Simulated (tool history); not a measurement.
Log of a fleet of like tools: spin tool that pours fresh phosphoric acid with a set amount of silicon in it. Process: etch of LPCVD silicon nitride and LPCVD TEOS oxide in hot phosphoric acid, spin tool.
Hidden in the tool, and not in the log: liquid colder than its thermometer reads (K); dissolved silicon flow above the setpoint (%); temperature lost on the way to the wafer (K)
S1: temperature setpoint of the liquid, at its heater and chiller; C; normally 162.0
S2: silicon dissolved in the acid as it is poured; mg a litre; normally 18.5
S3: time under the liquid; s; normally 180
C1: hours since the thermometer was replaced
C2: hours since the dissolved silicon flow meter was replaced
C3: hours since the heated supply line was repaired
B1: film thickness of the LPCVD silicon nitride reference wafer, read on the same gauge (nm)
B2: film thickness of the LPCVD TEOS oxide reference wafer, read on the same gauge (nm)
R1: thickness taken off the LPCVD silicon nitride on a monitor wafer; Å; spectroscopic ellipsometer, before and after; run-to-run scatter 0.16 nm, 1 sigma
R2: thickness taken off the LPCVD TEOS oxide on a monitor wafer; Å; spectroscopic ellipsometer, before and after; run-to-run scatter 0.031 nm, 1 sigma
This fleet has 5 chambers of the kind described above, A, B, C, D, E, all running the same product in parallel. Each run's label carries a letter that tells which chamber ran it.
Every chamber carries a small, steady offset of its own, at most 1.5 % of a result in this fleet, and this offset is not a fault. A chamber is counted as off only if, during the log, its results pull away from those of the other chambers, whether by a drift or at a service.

run	hour	S1	S2	S3	C1	C2	C3	B1	B2	R1	R2
1D	6.4	162.0	18.5	180	1157.3	1703.2	723.9	129.97	100.030	201.970	7.0861
2B	11.6	162.0	18.5	180	1104.8	301.5	810.4	129.96	100.020	202.820	6.9623
3A	16.3	162.0	18.5	180	1790.1	118.8	1025.8	130.00	99.993	199.510	7.8575
4C	24.1	162.0	18.5	180	2434.5	248.3	481.3	130.02	100.010	199.620	7.4839
5E	29.2	162.0	18.5	180	334.3	993.9	817.8	129.98	99.986	199.770	7.1990
6C	38.5	162.0	18.5	180	2448.9	262.7	495.7	130.00	99.990	198.130	7.2808
7B	43.5	162.0	18.5	180	1136.7	333.4	842.3	129.97	99.980	201.470	7.8417
8E	47.7	162.0	18.5	180	352.8	1012.4	836.3	130.03	100.010	204.350	7.4143
9D	53.0	162.0	18.5	180	1203.9	1749.8	770.5	130.01	99.976	203.110	7.2235
10A	57.9	162.0	18.5	180	1831.7	160.4	1067.4	130.02	99.980	198.830	7.5228
11E	64.9	162.0	18.5	180	370.0	1029.6	853.5	130.00	99.989	200.770	7.2386
12C	70.8	162.0	18.5	180	2481.2	295.0	528.0	129.98	100.010	198.320	7.8798
13A	77.6	162.0	18.5	180	1851.4	180.1	1087.1	129.98	100.020	197.430	7.4378
14D	86.0	162.0	13.5	180	1236.9	1782.8	803.5	130.03	99.994	201.390	7.7352
# hour 89.9: chamber D: heated supply line repaired
15B	92.5	162.0	13.5	180	1185.7	382.4	891.3	129.98	99.965	199.350	8.1990
16B	97.3	162.0	13.5	180	1190.5	387.2	896.1	129.98	99.981	196.360	8.8279
# hour 103.0: chamber A: thermometer replaced
17C	103.6	162.0	13.5	180	2514.0	327.8	560.8	130.00	100.020	199.710	8.4676
18E	109.3	162.0	13.5	180	414.4	1074.0	897.9	129.98	100.020	200.900	8.5331
19A	115.3	162.0	18.5	180	12.3	217.8	1124.8	130.02	99.998	199.280	7.5630
20D	120.8	162.0	18.5	180	1271.7	1817.6	30.9	130.01	99.960	204.770	7.6542
21E	127.7	162.0	18.5	180	432.8	1092.4	916.3	129.98	99.950	204.850	7.8001
22D	132.4	162.0	18.5	180	1283.3	1829.2	42.5	130.05	100.020	204.140	7.2681
23B	138.7	162.0	18.5	180	1231.9	428.6	937.5	129.94	100.030	191.710	6.3857
24C	145.9	163.5	10.0	180	2556.3	370.1	603.1	129.97	99.997	211.520	10.1270
25A	155.1	163.5	10.0	180	52.1	257.6	1164.6	129.99	100.010	209.320	9.7429
26E	164.0	163.5	10.0	180	469.1	1128.7	952.6	129.98	99.990	213.960	9.8556
27B	173.3	163.5	10.0	180	1266.5	463.2	972.1	129.99	100.040	198.680	8.3848
28D	182.5	163.5	10.0	180	1333.4	1879.3	92.6	129.97	100.000	215.750	9.4176
29A	189.4	162.0	7.5	180	86.4	291.9	1198.9	130.00	99.993	198.800	10.1190
30C	195.6	162.0	7.5	180	2606.0	419.8	652.8	129.99	99.951	200.230	9.3135
31E	201.6	162.0	7.5	180	506.7	1166.3	990.2	129.98	99.979	201.920	9.7857

Is one chamber out of step, is the gauge drifting, or do the chambers differ by no more than their own small offsets? For an off chamber, give its letter and the likeliest cause.

Chamber B drifts away from the others.
Cause: temperature lost on the way to the wafer (K) = 3.07.
Not necessarily distinguishable in this log from: liquid colder than its thermometer reads (K).

Here are 4 candidates for chamber B's next run, each the usual settings with a change, their results left as question marks. Which one brings its results back in line with what the others give on the usual settings?
Allowed miss from the other chambers' usual-settings mean, per result, to count as in line: R1 5.700 Å; R2 1.1000 Å
32B-1	208.6	161.5	22.5	165						?	?
32B-2	208.6	162.0	16.5	190						?	?
32B-3	208.6	162.0	20.5	170						?	?
32B-4	208.6	162.5	14.5	195						?	?

Usual-settings mean across the other chambers: R1 200.730 Å; R2 7.4634 Å
run	R1	R2
32B-1	163.620	4.4980
32B-2	191.690	6.3735
32B-3	171.510	5.1102
32B-4	200.070	7.1418
It is 32B-4 that realigns the chamber with its peers.

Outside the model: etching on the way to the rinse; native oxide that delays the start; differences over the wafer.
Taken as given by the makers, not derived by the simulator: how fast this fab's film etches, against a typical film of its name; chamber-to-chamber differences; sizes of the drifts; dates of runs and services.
